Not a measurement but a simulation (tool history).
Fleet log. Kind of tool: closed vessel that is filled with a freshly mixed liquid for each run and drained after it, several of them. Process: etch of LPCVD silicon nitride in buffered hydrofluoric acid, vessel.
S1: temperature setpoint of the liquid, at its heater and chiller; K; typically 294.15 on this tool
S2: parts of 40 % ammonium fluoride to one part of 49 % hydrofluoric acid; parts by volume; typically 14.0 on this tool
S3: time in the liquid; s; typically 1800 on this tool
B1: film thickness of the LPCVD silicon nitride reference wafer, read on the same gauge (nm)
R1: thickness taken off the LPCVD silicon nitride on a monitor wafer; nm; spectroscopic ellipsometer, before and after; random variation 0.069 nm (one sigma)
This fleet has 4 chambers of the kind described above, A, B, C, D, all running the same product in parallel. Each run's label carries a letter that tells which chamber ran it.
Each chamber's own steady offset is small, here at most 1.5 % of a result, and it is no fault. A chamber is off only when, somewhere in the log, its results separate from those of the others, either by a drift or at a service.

run	hour	S1	S2	S3	B1	R1
1C	8.9	294.15	14.0	1800	120.00	14.7690
2D	20.0	294.15	14.0	1800	119.98	14.8140
3B	31.6	294.15	14.0	1800	120.02	14.8140
# hour 34.1: chamber D: hydrofluoric acid flow meter replaced
4A	40.3	294.15	14.0	1800	119.98	14.7170
5C	48.0	294.15	14.0	1800	119.98	14.6090
6A	58.2	294.15	14.0	1800	120.01	14.7390
7D	70.0	294.15	14.0	1800	120.01	14.5290
8B	81.8	294.15	14.0	1800	120.01	14.9040
9B	90.2	294.15	14.0	1800	120.02	14.7920
10C	101.0	294.15	14.0	1800	120.00	14.7050
11D	112.0	294.15	14.0	1800	120.00	14.6330
# hour 120.5: chamber C: thermometer replaced
12A	120.8	294.15	14.0	1800	119.98	14.8140
13C	132.5	294.15	14.0	1800	119.98	14.8610
14B	143.9	294.15	14.0	1800	120.01	14.8550
15A	152.6	294.15	14.0	1800	119.99	14.7440
16D	165.8	294.15	14.0	1800	120.02	14.5950
17C	176.2	294.15	14.0	1800	119.99	14.8270
18B	188.4	294.15	14.0	1800	120.02	14.8440
19A	196.0	294.15	14.0	1800	120.00	14.8200
20D	205.3	296.15	14.0	845	119.98	7.6605
21C	212.8	296.15	14.0	845	119.99	7.8293
22B	225.8	296.15	14.0	845	120.00	7.8216
23D	235.9	296.15	14.0	845	120.00	7.6276
24A	243.6	297.15	11.5	1800	120.00	21.1870
25C	252.8	297.15	11.5	1800	119.98	21.1370
26B	263.7	297.15	11.5	1800	120.00	21.1980
27A	272.6	297.15	11.5	1800	119.98	21.0870
28D	280.2	294.15	14.0	1800	120.00	14.6910

Has any chamber moved away from the others, gradually or after a service, or does the common gauge drift, or do the chambers differ only by their own small steady offsets? State the chamber and the most likely cause if one applies.

No chamber is off and the gauge is stable; the differences are just each chamber's small, constant offset.

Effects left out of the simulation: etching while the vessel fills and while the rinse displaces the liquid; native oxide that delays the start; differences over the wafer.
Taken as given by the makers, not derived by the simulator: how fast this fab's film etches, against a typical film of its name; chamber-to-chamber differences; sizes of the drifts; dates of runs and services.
